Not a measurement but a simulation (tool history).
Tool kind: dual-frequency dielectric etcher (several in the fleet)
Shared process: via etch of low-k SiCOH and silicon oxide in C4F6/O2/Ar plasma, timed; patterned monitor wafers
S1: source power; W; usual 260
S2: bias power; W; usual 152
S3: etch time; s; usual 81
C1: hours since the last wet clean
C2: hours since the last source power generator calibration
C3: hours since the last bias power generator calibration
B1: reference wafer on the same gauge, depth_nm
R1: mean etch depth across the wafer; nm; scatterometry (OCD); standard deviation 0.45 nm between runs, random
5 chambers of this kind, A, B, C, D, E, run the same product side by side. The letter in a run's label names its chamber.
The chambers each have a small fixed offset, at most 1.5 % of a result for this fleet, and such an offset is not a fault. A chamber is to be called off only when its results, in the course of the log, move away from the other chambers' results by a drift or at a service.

run,hour,S1,S2,S3,C1,C2,C3,B1,R1
1B,4.5,260,152,81,707.7,715.4,1691.6,175.12,180.84
2C,8.2,260,152,81,225.3,3455.8,345.5,174.96,181.47
3A,10.5,260,152,81,40.2,3230.5,1332.4,175.01,184.25
4E,14.2,260,152,81,157,1989.9,3012.9,174.94,180.62
5D,18.1,260,152,81,284.1,3113.4,87.8,175.05,180.74
6A,22.6,260,152,81,52.3,3242.6,1344.5,174.94,184.13
# hour 26: chamber B: wet clean of the chamber
7B,26.7,260,152,81,0.8,737.6,1713.8,174.99,180.78
8C,29,260,152,81,246.1,3476.6,366.3,175.07,180.62
9D,33.8,260,152,81,299.8,3129.1,103.5,174.91,180.91
10E,38.1,220,152,72,180.9,2013.8,3036.8,174.94,150.26
11C,42.3,220,152,72,259.4,3489.9,379.6,174.88,151.16
12D,47,220,152,72,313,3142.3,116.7,174.99,151.05
13A,50.4,220,152,72,80.1,3270.4,1372.3,174.84,152.9
14E,55,220,152,72,197.8,2030.7,3053.7,175,150.87
15B,58.1,260,152,81,32.2,769,1745.2,174.98,179.7
16B,61,260,152,81,35.1,771.9,1748.1,175.1,181.58
17C,65.2,200,152,93.5,282.3,3512.8,402.5,174.95,190.78
18D,67.4,200,152,93.5,333.4,3162.7,137.1,174.96,189.17
19A,70,200,152,93.5,99.7,3290,1391.9,175.04,192.42
20E,73.8,200,152,93.5,216.6,2049.5,3072.5,174.98,189.58
21C,77.1,200,152,93.5,294.2,3524.7,414.4,175.06,191.03
22B,79.9,260,152,81,54,790.8,1767,174.98,180.46
23A,83.6,260,152,81,113.3,3303.6,1405.5,174.93,183.33
24D,86.7,260,152,72,352.7,3182,156.4,174.91,161.51
25E,90.9,260,152,72,233.7,2066.6,3089.6,175,160.56
26E,94.6,260,152,72,237.4,2070.3,3093.3,174.91,160.74
27A,97.7,260,152,72,127.4,3317.7,1419.6,174.94,163.95
28D,100.2,260,152,72,366.2,3195.5,169.9,175.08,161.59
29C,103.7,260,152,81,320.8,3551.3,441,174.86,184.38
30B,106.8,260,152,81,80.9,817.7,1793.9,175.07,180.47
31E,109.9,260,152,81,252.7,2085.6,3108.6,175.01,181.2
32B,113.7,260,152,81,87.8,824.6,1800.8,174.91,180.57
33A,118.1,260,152,81,147.8,3338.1,1440,175.05,183.77
34C,121.5,260,152,92,338.6,3569.1,458.8,174.99,209.37
# hour 123.2: chamber E: source power generator calibrated
35D,124.1,260,152,92,390.1,3219.4,193.8,175.05,206.06
36D,128.8,260,152,92,394.8,3224.1,198.5,174.9,206.68
37A,133.7,260,152,92,163.4,3353.7,1455.6,175.01,209.04
38C,137.8,260,152,92,354.9,3585.4,475.1,175.01,209.9
39B,141.9,260,152,81,116,852.8,1829,174.97,180.56
40E,144.5,260,152,81,287.3,21.3,3143.2,175.14,180.84
41B,149.4,260,152,81,123.5,860.3,1836.5,175.03,180.43

One chamber off, gauge drift, or nothing amiss beyond the chambers' own small offsets? If it is a chamber, which one, and what is the likeliest cause?

It is chamber C that slowly wanders off from its peers.
Most likely cause: etch rate over this chamber's usual, % = 2.51.

Chamber C could run next with any of the 4 candidate recipes listed below; each alters the usual settings, and their results appear as question marks. Which one brings its results back in line with what the other chambers deliver on the usual settings?
In line means no further than this from the other chambers' mean on the usual settings: R1 1.6 nm
42C-1,152.9,270,156,81,,,,,?
42C-2,152.9,260,151,78.5,,,,,?
42C-3,152.9,260,151,79.5,,,,,?
42C-4,152.9,260,170,81,,,,,?

Average result of the remaining chambers running the usual settings: R1 181.73 nm
run,R1
42C-1,189.89
42C-2,179.5
42C-3,181.79
42C-4,192.43
42C-3 puts the chamber back in line with the other chambers.

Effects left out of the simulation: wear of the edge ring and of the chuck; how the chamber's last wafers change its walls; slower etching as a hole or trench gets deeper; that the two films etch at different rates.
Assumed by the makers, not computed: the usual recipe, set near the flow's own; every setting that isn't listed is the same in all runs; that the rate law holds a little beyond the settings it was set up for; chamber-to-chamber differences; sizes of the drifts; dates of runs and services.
